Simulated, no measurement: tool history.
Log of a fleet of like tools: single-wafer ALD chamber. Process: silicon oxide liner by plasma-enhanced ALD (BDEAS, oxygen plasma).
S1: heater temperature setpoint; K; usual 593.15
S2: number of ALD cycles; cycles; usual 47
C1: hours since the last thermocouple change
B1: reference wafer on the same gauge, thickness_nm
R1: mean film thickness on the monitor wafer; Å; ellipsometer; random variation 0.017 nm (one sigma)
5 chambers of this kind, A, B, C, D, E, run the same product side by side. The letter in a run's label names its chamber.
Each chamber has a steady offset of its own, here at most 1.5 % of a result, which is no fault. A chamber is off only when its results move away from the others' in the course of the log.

run,hour,S1,S2,C1,B1,R1
1D,7.6,593.15,47,734.3,3.6576,42.696
2C,14.9,593.15,47,736.8,3.6609,42.658
3B,20.4,593.15,47,431.2,3.6577,42.883
4E,29.7,593.15,47,1001.6,3.6592,41.946
5A,35.4,593.15,47,194.5,3.6578,42.496
# hour 38.6: chamber E: thermocouple changed; heater temperature recalibrated
6D,41.8,593.15,47,768.5,3.6597,42.689
7C,49.3,603.15,40,771.2,3.6614,35.602
8B,57.1,603.15,40,467.9,3.6605,35.83
9E,67,603.15,40,28.4,3.6583,35.431
10A,73.9,603.15,40,233,3.658,35.625
11E,82.2,603.15,40,43.6,3.6599,35.208
12C,89.6,593.15,47,811.5,3.6629,42.312
13A,98.3,593.15,47,257.4,3.6625,42.138
14B,108.3,593.15,47,519.1,3.6606,42.522
15D,114.5,605.15,52,841.2,3.6578,45.848
16A,120.2,605.15,52,279.3,3.6624,46.248
17E,125.7,605.15,52,87.1,3.6638,45.781
18C,130.8,605.15,52,852.7,3.6582,46.171
19B,141.6,605.15,52,552.4,3.6604,46.09
20D,150.2,593.15,47,876.9,3.6574,42.601
21B,158.8,593.15,47,569.6,3.6592,42.653
22C,167.6,593.15,47,889.5,3.6633,42.599
23E,172.7,593.15,47,134.1,3.6602,42.013
24D,182.4,593.15,47,909.1,3.6601,42.56
25A,190.6,593.15,47,349.7,3.6594,42.526
26B,198.8,593.15,47,609.6,3.6599,42.369
27E,204.2,604.15,47,165.6,3.6605,41.372
28D,212,604.15,47,938.7,3.6579,41.91
29C,217.9,604.15,47,939.8,3.6622,41.903
30A,226.7,604.15,47,385.8,3.6585,41.819

Next, every chamber runs the same settings. What will each give?
31A,234.5,593.15,42,,,?
31B,234.5,593.15,42,,,?
31C,234.5,593.15,42,,,?
31D,234.5,593.15,42,,,?
31E,234.5,593.15,42,,,?

run,R1
31A,37.977
31B,37.894
31C,38.002
31D,38.078
31E,37.651
